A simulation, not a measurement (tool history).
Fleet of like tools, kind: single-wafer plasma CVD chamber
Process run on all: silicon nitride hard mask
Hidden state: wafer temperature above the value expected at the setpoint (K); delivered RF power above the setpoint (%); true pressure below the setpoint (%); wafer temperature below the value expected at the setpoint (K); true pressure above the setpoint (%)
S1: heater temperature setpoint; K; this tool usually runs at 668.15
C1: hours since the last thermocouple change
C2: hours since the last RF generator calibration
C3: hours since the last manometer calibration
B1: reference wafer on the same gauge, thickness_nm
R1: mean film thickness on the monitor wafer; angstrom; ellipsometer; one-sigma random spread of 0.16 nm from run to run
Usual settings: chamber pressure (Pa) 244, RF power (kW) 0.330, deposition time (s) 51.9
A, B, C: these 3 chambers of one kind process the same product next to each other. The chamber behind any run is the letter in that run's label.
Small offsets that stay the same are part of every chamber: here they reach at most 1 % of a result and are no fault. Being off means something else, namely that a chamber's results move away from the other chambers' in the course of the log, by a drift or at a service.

-- hour=2.5 chamber B: RF generator calibrated
run 1C hour=6.9 | S1=668.15 chamber_pressure_(Pa)=244 RF_power_(kW)=0.330 deposition_time_(s)=51.9 | C1=1414.9 C2=1089.3 C3=966.4 | B1=76.920 | R1=659.81
run 2A hour=14.7 | S1=668.15 chamber_pressure_(Pa)=244 RF_power_(kW)=0.330 deposition_time_(s)=51.9 | C1=2305.6 C2=1958.2 C3=1104.7 | B1=76.864 | R1=656.33
run 3B hour=26.7 | S1=668.15 chamber_pressure_(Pa)=244 RF_power_(kW)=0.330 deposition_time_(s)=51.9 | C1=138.2 C2=24.2 C3=1711.1 | B1=76.911 | R1=660.76
run 4A hour=38.5 | S1=668.15 chamber_pressure_(Pa)=244 RF_power_(kW)=0.330 deposition_time_(s)=51.9 | C1=2329.4 C2=1982.0 C3=1128.5 | B1=76.863 | R1=660.16
run 5C hour=48.9 | S1=668.15 chamber_pressure_(Pa)=244 RF_power_(kW)=0.330 deposition_time_(s)=51.9 | C1=1456.9 C2=1131.3 C3=1008.4 | B1=76.865 | R1=660.03
run 6B hour=56.7 | S1=668.15 chamber_pressure_(Pa)=244 RF_power_(kW)=0.330 deposition_time_(s)=51.9 | C1=168.2 C2=54.2 C3=1741.1 | B1=76.902 | R1=659.51
run 7C hour=62.6 | S1=668.15 chamber_pressure_(Pa)=244 RF_power_(kW)=0.330 deposition_time_(s)=51.9 | C1=1470.6 C2=1145.0 C3=1022.1 | B1=76.950 | R1=658.05
-- hour=64.4 chamber C: thermocouple changed; heater temperature recalibrated
run 8A hour=74.6 | S1=668.15 chamber_pressure_(Pa)=244 RF_power_(kW)=0.330 deposition_time_(s)=51.9 | C1=2365.5 C2=2018.1 C3=1164.6 | B1=76.903 | R1=659.38
run 9B hour=81.5 | S1=674.15 chamber_pressure_(Pa)=244 RF_power_(kW)=0.330 deposition_time_(s)=51.9 | C1=193.0 C2=79.0 C3=1765.9 | B1=76.892 | R1=659.59
run 10A hour=90.7 | S1=674.15 chamber_pressure_(Pa)=244 RF_power_(kW)=0.330 deposition_time_(s)=51.9 | C1=2381.6 C2=2034.2 C3=1180.7 | B1=76.903 | R1=658.77
run 11B hour=99.3 | S1=674.15 chamber_pressure_(Pa)=244 RF_power_(kW)=0.330 deposition_time_(s)=51.9 | C1=210.8 C2=96.8 C3=1783.7 | B1=76.889 | R1=657.45
-- hour=104.3 chamber A: capacitance manometer re-zeroed and calibrated
run 12C hour=110.3 | S1=668.15 chamber_pressure_(Pa)=244 RF_power_(kW)=0.330 deposition_time_(s)=57.4 | C1=45.9 C2=1192.7 C3=1069.8 | B1=76.859 | R1=730.96
run 13A hour=116.5 | S1=668.15 chamber_pressure_(Pa)=244 RF_power_(kW)=0.330 deposition_time_(s)=57.4 | C1=2407.4 C2=2060.0 C3=12.2 | B1=76.920 | R1=730.84
run 14C hour=124.2 | S1=668.15 chamber_pressure_(Pa)=244 RF_power_(kW)=0.330 deposition_time_(s)=57.4 | C1=59.8 C2=1206.6 C3=1083.7 | B1=76.894 | R1=726.10
run 15B hour=131.8 | S1=668.15 chamber_pressure_(Pa)=244 RF_power_(kW)=0.330 deposition_time_(s)=51.9 | C1=243.3 C2=129.3 C3=1816.2 | B1=76.928 | R1=658.95
run 16A hour=137.1 | S1=668.15 chamber_pressure_(Pa)=244 RF_power_(kW)=0.330 deposition_time_(s)=51.9 | C1=2428.0 C2=2080.6 C3=32.8 | B1=76.914 | R1=659.45
run 17C hour=143.3 | S1=668.15 chamber_pressure_(Pa)=188 RF_power_(kW)=0.330 deposition_time_(s)=51.9 | C1=78.9 C2=1225.7 C3=1102.8 | B1=76.922 | R1=612.45
run 18B hour=149.9 | S1=668.15 chamber_pressure_(Pa)=188 RF_power_(kW)=0.330 deposition_time_(s)=51.9 | C1=261.4 C2=147.4 C3=1834.3 | B1=76.887 | R1=610.79
run 19C hour=161.2 | S1=668.15 chamber_pressure_(Pa)=188 RF_power_(kW)=0.330 deposition_time_(s)=51.9 | C1=96.8 C2=1243.6 C3=1120.7 | B1=76.894 | R1=609.02
run 20B hour=172.7 | S1=668.15 chamber_pressure_(Pa)=244 RF_power_(kW)=0.330 deposition_time_(s)=51.9 | C1=284.2 C2=170.2 C3=1857.1 | B1=76.905 | R1=659.74
run 21A hour=183.5 | S1=668.15 chamber_pressure_(Pa)=244 RF_power_(kW)=0.330 deposition_time_(s)=51.9 | C1=2474.4 C2=2127.0 C3=79.2 | B1=76.947 | R1=659.73
run 22B hour=189.1 | S1=668.15 chamber_pressure_(Pa)=219 RF_power_(kW)=0.330 deposition_time_(s)=46.8 | C1=300.6 C2=186.6 C3=1873.5 | B1=76.855 | R1=575.49
run 23A hour=197.7 | S1=668.15 chamber_pressure_(Pa)=219 RF_power_(kW)=0.330 deposition_time_(s)=46.8 | C1=2488.6 C2=2141.2 C3=93.4 | B1=76.875 | R1=575.52
run 24C hour=203.9 | S1=668.15 chamber_pressure_(Pa)=219 RF_power_(kW)=0.330 deposition_time_(s)=46.8 | C1=139.5 C2=1286.3 C3=1163.4 | B1=76.933 | R1=576.08
run 25B hour=212.4 | S1=668.15 chamber_pressure_(Pa)=244 RF_power_(kW)=0.330 deposition_time_(s)=46.8 | C1=323.9 C2=209.9 C3=1896.8 | B1=76.915 | R1=595.55

What goes on in this fleet: one chamber off, a drifting gauge, or nothing beyond the chambers' own small offsets? Name the chamber and the cause, if any.

No chamber is off and the gauge is stable; the differences are just each chamber's small, constant offset.

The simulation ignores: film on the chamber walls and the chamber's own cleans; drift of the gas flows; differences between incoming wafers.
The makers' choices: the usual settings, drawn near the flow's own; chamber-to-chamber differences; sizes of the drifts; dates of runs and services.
